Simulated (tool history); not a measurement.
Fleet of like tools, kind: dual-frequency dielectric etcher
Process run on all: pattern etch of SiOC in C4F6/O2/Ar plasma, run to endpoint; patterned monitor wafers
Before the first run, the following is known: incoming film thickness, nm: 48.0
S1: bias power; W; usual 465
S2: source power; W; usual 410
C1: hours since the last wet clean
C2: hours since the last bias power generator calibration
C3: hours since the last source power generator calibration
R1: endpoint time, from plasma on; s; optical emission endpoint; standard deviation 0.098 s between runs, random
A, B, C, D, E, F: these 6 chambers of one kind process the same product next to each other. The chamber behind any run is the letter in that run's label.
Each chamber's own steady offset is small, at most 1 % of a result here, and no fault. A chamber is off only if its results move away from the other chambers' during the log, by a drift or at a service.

Run 1E, hour 4.8: usual settings; C1 101; C2 3961.1; C3 2383.2. Result: R1 16.245 s.
Run 2F, hour 9.9: usual settings; C1 321.3; C2 1521; C3 2089.3. Result: R1 16.263 s.
Run 3C, hour 14.4: usual settings; C1 98.5; C2 2387.5; C3 1303.9. Result: R1 16.484 s.
Run 4A, hour 18.9: usual settings; C1 167.1; C2 1470.9; C3 650.1. Result: R1 16.544 s.
Run 5D, hour 24.5: usual settings; C1 142.3; C2 1450.5; C3 1050.8. Result: R1 16.396 s.
Run 6B, hour 32.5: usual settings; C1 74.1; C2 1046.4; C3 661.2. Result: R1 16.523 s.
Run 7B, hour 36.4: usual settings; C1 78; C2 1050.3; C3 665.1. Result: R1 16.522 s.
Run 8D, hour 42.5: usual settings; C1 160.3; C2 1468.5; C3 1068.8. Result: R1 16.476 s.
Run 9C, hour 46.7: usual settings but S2 350 W; C1 130.8; C2 2419.8; C3 1336.2. Result: R1 17.56 s.
Run 10A, hour 52.4: usual settings but S2 350 W; C1 200.6; C2 1504.4; C3 683.6. Result: R1 17.405 s.
Run 11E, hour 56.2: usual settings but S2 350 W; C1 152.4; C2 4012.5; C3 2434.6. Result: R1 17.307 s.
Run 12F, hour 63.8: usual settings but S2 350 W; C1 375.2; C2 1574.9; C3 2143.2. Result: R1 17.211 s.
Run 13C, hour 68.2: usual settings but S2 350 W; C1 152.3; C2 2441.3; C3 1357.7. Result: R1 17.594 s.
Run 14B, hour 74.3: usual settings but S2 350 W; C1 115.9; C2 1088.2; C3 703. Result: R1 17.254 s.
Run 15A, hour 78.3: usual settings; C1 226.5; C2 1530.3; C3 709.5. Result: R1 16.251 s.
Run 16F, hour 82.8: usual settings but S1 398 W, S2 380 W; C1 394.2; C2 1593.9; C3 2162.2. Result: R1 17.883 s.
Run 17E, hour 89.2: usual settings but S1 398 W, S2 380 W; C1 185.4; C2 4045.5; C3 2467.6. Result: R1 17.852 s.
Run 18D, hour 97.6: usual settings but S1 398 W, S2 380 W; C1 215.4; C2 1523.6; C3 1123.9. Result: R1 18.034 s.
Run 19D, hour 102: usual settings but S1 398 W, S2 380 W; C1 219.8; C2 1528; C3 1128.3. Result: R1 18.052 s.
Run 20A, hour 109: usual settings but S1 398 W, S2 380 W; C1 257.2; C2 1561; C3 740.2. Result: R1 17.777 s.
Run 21B, hour 114.1: usual settings but S1 398 W, S2 380 W; C1 155.7; C2 1128; C3 742.8. Result: R1 17.895 s.
Run 22F, hour 118.5: usual settings; C1 429.9; C2 1629.6; C3 2197.9. Result: R1 16.207 s.
Run 23E, hour 124.7: usual settings; C1 220.9; C2 4081; C3 2503.1. Result: R1 16.428 s.
Run 24C, hour 128.9: usual settings; C1 213; C2 2502; C3 1418.4. Result: R1 16.326 s.
Run 25D, hour 133.7: usual settings but S1 388 W, S2 510 W; C1 251.5; C2 1559.7; C3 1160. Result: R1 16.591 s.
Run 26E, hour 141.1: usual settings but S1 388 W, S2 510 W; C1 237.3; C2 4097.4; C3 2519.5. Result: R1 16.134 s.
Run 27B, hour 144.9: usual settings but S1 388 W, S2 510 W; C1 186.5; C2 1158.8; C3 773.6. Result: R1 16.216 s.
Run 28F, hour 151.7: usual settings but S1 388 W, S2 510 W; C1 463.1; C2 1662.8; C3 2231.1. Result: R1 16.072 s.
Run 29C, hour 155.7: usual settings but S1 388 W, S2 510 W; C1 239.8; C2 2528.8; C3 1445.2. Result: R1 16.145 s.
Run 30A, hour 159.8: usual settings but S1 388 W, S2 510 W; C1 308; C2 1611.8; C3 791. Result: R1 16.166 s.
Run 31A, hour 164.7: usual settings; C1 312.9; C2 1616.7; C3 795.9. Result: R1 16.535 s.
Run 32F, hour 171.7: usual settings; C1 483.1; C2 1682.8; C3 2251.1. Result: R1 16.309 s.
Run 33B, hour 178.6: usual settings but S1 382 W, S2 450 W; C1 220.2; C2 1192.5; C3 807.3. Result: R1 17.067 s.
Run 34C, hour 183.2: usual settings but S1 382 W, S2 450 W; C1 267.3; C2 2556.3; C3 1472.7. Result: R1 17.17 s.
Run 35D, hour 191.6: usual settings but S1 382 W, S2 450 W; C1 309.4; C2 1617.6; C3 1217.9. Result: R1 17.765 s.
Run 36E, hour 197.8: usual settings but S1 382 W, S2 450 W; C1 294; C2 4154.1; C3 2576.2. Result: R1 17.044 s.

Next, all 6 chambers run the settings below, one line each with question marks for the results. What does each chamber give?
Run 37A, hour 204: usual settings but S2 340 W. Result: R1 ?.
Run 37B, hour 204: usual settings but S2 340 W. Result: R1 ?.
Run 37C, hour 204: usual settings but S2 340 W. Result: R1 ?.
Run 37D, hour 204: usual settings but S2 340 W. Result: R1 ?.
Run 37E, hour 204: usual settings but S2 340 W. Result: R1 ?.
Run 37F, hour 204: usual settings but S2 340 W. Result: R1 ?.

run      R1
37A  17.372
37B  17.465
37C  17.722
37D  18.349
37E  17.486
37F  17.357
